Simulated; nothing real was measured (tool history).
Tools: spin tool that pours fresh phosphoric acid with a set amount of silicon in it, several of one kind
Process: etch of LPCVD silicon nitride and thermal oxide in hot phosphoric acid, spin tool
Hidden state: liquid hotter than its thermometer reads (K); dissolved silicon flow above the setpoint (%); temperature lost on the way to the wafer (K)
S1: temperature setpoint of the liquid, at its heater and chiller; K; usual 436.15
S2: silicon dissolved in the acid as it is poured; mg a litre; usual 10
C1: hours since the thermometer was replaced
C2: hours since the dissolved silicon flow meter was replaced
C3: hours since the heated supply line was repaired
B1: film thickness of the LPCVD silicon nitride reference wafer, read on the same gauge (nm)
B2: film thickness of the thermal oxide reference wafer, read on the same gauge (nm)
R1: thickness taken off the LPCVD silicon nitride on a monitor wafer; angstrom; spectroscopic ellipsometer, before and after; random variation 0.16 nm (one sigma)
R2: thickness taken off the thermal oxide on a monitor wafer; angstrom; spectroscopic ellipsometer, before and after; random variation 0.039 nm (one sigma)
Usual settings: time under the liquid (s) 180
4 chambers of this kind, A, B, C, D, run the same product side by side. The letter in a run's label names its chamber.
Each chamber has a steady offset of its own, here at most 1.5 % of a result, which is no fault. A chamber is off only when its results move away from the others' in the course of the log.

run 1C day=0.471 | S1=436.15 S2=10 time_under_the_liquid_(s)=180 | C1=1732.3 C2=20.3 C3=2278.4 | B1=109.99 B2=30.014 | R1=168.04 R2=5.5317
run 2B day=0.767 | S1=436.15 S2=10 time_under_the_liquid_(s)=180 | C1=31.8 C2=437.6 C3=814.1 | B1=109.97 B2=29.994 | R1=167.5 R2=4.8441
run 3A day=1.371 | S1=436.15 S2=10 time_under_the_liquid_(s)=180 | C1=1082.7 C2=227.5 C3=1222.1 | B1=110.06 B2=29.995 | R1=170.64 R2=5.9227
run 4D day=2.017 | S1=436.15 S2=10 time_under_the_liquid_(s)=180 | C1=642.5 C2=1850.7 C3=1029.4 | B1=110.04 B2=29.978 | R1=168.38 R2=5.9607
run 5A day=2.621 | S1=436.15 S2=10 time_under_the_liquid_(s)=180 | C1=1112.7 C2=257.5 C3=1252.1 | B1=109.99 B2=30.013 | R1=167.68 R2=5.5467
run 6D day=3.292 | S1=436.15 S2=10 time_under_the_liquid_(s)=180 | C1=673.1 C2=1881.3 C3=1060 | B1=109.98 B2=30.012 | R1=168.57 R2=5.1849
run 7B day=3.892 | S1=436.15 S2=10 time_under_the_liquid_(s)=180 | C1=106.8 C2=512.6 C3=889.1 | B1=110.03 B2=29.995 | R1=168.4 R2=4.6156
run 8C day=4.442 | S1=436.15 S2=10 time_under_the_liquid_(s)=180 | C1=1827.6 C2=115.6 C3=2373.7 | B1=109.97 B2=30.034 | R1=171.77 R2=4.4044
run 9B day=4.783 | S1=436.15 S2=10 time_under_the_liquid_(s)=180 | C1=128.2 C2=534 C3=910.5 | B1=110.01 B2=29.961 | R1=167.7 R2=5.3456
run 10A day=5.167 | S1=436.15 S2=10 time_under_the_liquid_(s)=180 | C1=1173.8 C2=318.6 C3=1313.2 | B1=110.02 B2=30.009 | R1=172.32 R2=5.0278
run 11C day=5.629 | S1=436.15 S2=10 time_under_the_liquid_(s)=180 | C1=1856.1 C2=144.1 C3=2402.2 | B1=110.01 B2=30.053 | R1=170.52 R2=4.7855
run 12D day=5.95 | S1=436.15 S2=10 time_under_the_liquid_(s)=180 | C1=736.9 C2=1945.1 C3=1123.8 | B1=109.94 B2=29.984 | R1=167.9 R2=5.6673
run 13B day=6.579 | S1=436.15 S2=10 time_under_the_liquid_(s)=180 | C1=171.3 C2=577.1 C3=953.6 | B1=109.94 B2=29.955 | R1=160.32 R2=5.3188
-- day=7.112 chamber A: heated supply line repaired
run 14D day=7.225 | S1=436.15 S2=10 time_under_the_liquid_(s)=180 | C1=767.5 C2=1975.7 C3=1154.4 | B1=110 B2=30.017 | R1=169.6 R2=4.8389
run 15C day=7.808 | S1=436.15 S2=10 time_under_the_liquid_(s)=180 | C1=1908.4 C2=196.4 C3=2454.5 | B1=109.94 B2=29.991 | R1=170.7 R2=5.4958
run 16A day=8.162 | S1=436.15 S2=10 time_under_the_liquid_(s)=180 | C1=1245.7 C2=390.5 C3=25.2 | B1=109.99 B2=30.008 | R1=172.88 R2=5.326
run 17A day=8.692 | S1=436.15 S2=10 time_under_the_liquid_(s)=180 | C1=1258.4 C2=403.2 C3=37.9 | B1=110 B2=29.935 | R1=172.14 R2=5.7563
-- day=8.9 chamber C: heated supply line repaired
run 18C day=9.342 | S1=436.15 S2=10 time_under_the_liquid_(s)=180 | C1=1945.2 C2=233.2 C3=10.7 | B1=109.99 B2=29.994 | R1=169.09 R2=5.2782
run 19B day=9.962 | S1=436.15 S2=10 time_under_the_liquid_(s)=180 | C1=252.5 C2=658.3 C3=1034.8 | B1=110.01 B2=29.994 | R1=161.74 R2=4.863
-- day=10.092 chamber C: thermometer replaced
run 20D day=10.312 | S1=436.15 S2=15.5 time_under_the_liquid_(s)=180 | C1=841.6 C2=2049.8 C3=1228.5 | B1=109.98 B2=29.945 | R1=166.25 R2=4.5379
run 21D day=10.638 | S1=436.15 S2=15.5 time_under_the_liquid_(s)=180 | C1=849.4 C2=2057.6 C3=1236.3 | B1=109.99 B2=30.001 | R1=167.22 R2=4.6408
run 22A day=10.975 | S1=436.15 S2=15.5 time_under_the_liquid_(s)=180 | C1=1313.2 C2=458 C3=92.7 | B1=110.01 B2=29.956 | R1=173.41 R2=4.373
run 23B day=11.583 | S1=436.15 S2=15.5 time_under_the_liquid_(s)=180 | C1=291.4 C2=697.2 C3=1073.7 | B1=109.93 B2=30 | R1=157.37 R2=3.8253
run 24C day=11.988 | S1=436.15 S2=10 time_under_the_liquid_(s)=180 | C1=45.5 C2=296.7 C3=74.2 | B1=109.98 B2=29.97 | R1=167.93 R2=4.8975
run 25D day=12.504 | S1=436.15 S2=10 time_under_the_liquid_(s)=180 | C1=894.2 C2=2102.4 C3=1281.1 | B1=110.03 B2=30.025 | R1=169.01 R2=5.4884
run 26A day=12.979 | S1=436.15 S2=10 time_under_the_liquid_(s)=180 | C1=1361.3 C2=506.1 C3=140.8 | B1=110 B2=30.014 | R1=171.67 R2=5.0424
run 27B day=13.375 | S1=436.15 S2=10 time_under_the_liquid_(s)=180 | C1=334.4 C2=740.2 C3=1116.7 | B1=110 B2=29.986 | R1=158.09 R2=4.4592
run 28C day=13.954 | S1=436.15 S2=10 time_under_the_liquid_(s)=180 | C1=92.7 C2=343.9 C3=121.4 | B1=109.96 B2=29.991 | R1=168.22 R2=5.5654
run 29D day=14.396 | S1=436.15 S2=10 time_under_the_liquid_(s)=180 | C1=939.6 C2=2147.8 C3=1326.5 | B1=109.95 B2=30.016 | R1=168.51 R2=5.0475
run 30A day=14.875 | S1=436.15 S2=10 time_under_the_liquid_(s)=180 | C1=1406.8 C2=551.6 C3=186.3 | B1=109.95 B2=30.03 | R1=171.28 R2=6.2262
run 31C day=15.479 | S1=436.15 S2=10 time_under_the_liquid_(s)=180 | C1=129.3 C2=380.5 C3=158 | B1=110 B2=30.036 | R1=168.77 R2=4.9594
run 32B day=15.917 | S1=436.15 S2=10 time_under_the_liquid_(s)=180 | C1=395.4 C2=801.2 C3=1177.7 | B1=110 B2=30.011 | R1=153.69 R2=3.6256
run 33C day=16.346 | S1=436.15 S2=10 time_under_the_liquid_(s)=180 | C1=150.1 C2=401.3 C3=178.8 | B1=110.01 B2=30.01 | R1=168.92 R2=5.6052

Next, every chamber runs the same settings. What will each give?
run 34A day=16.838 | S1=436.15 S2=10 time_under_the_liquid_(s)=180 | R1=? R2=?
run 34B day=16.838 | S1=436.15 S2=10 time_under_the_liquid_(s)=180 | R1=? R2=?
run 34C day=16.838 | S1=436.15 S2=10 time_under_the_liquid_(s)=180 | R1=? R2=?
run 34D day=16.838 | S1=436.15 S2=10 time_under_the_liquid_(s)=180 | R1=? R2=?

run=34A R1=169.31 R2=5.3743
run=34B R1=151.83 R2=3.9162
run=34C R1=166.94 R2=5.8079
run=34D R1=168.74 R2=5.3226
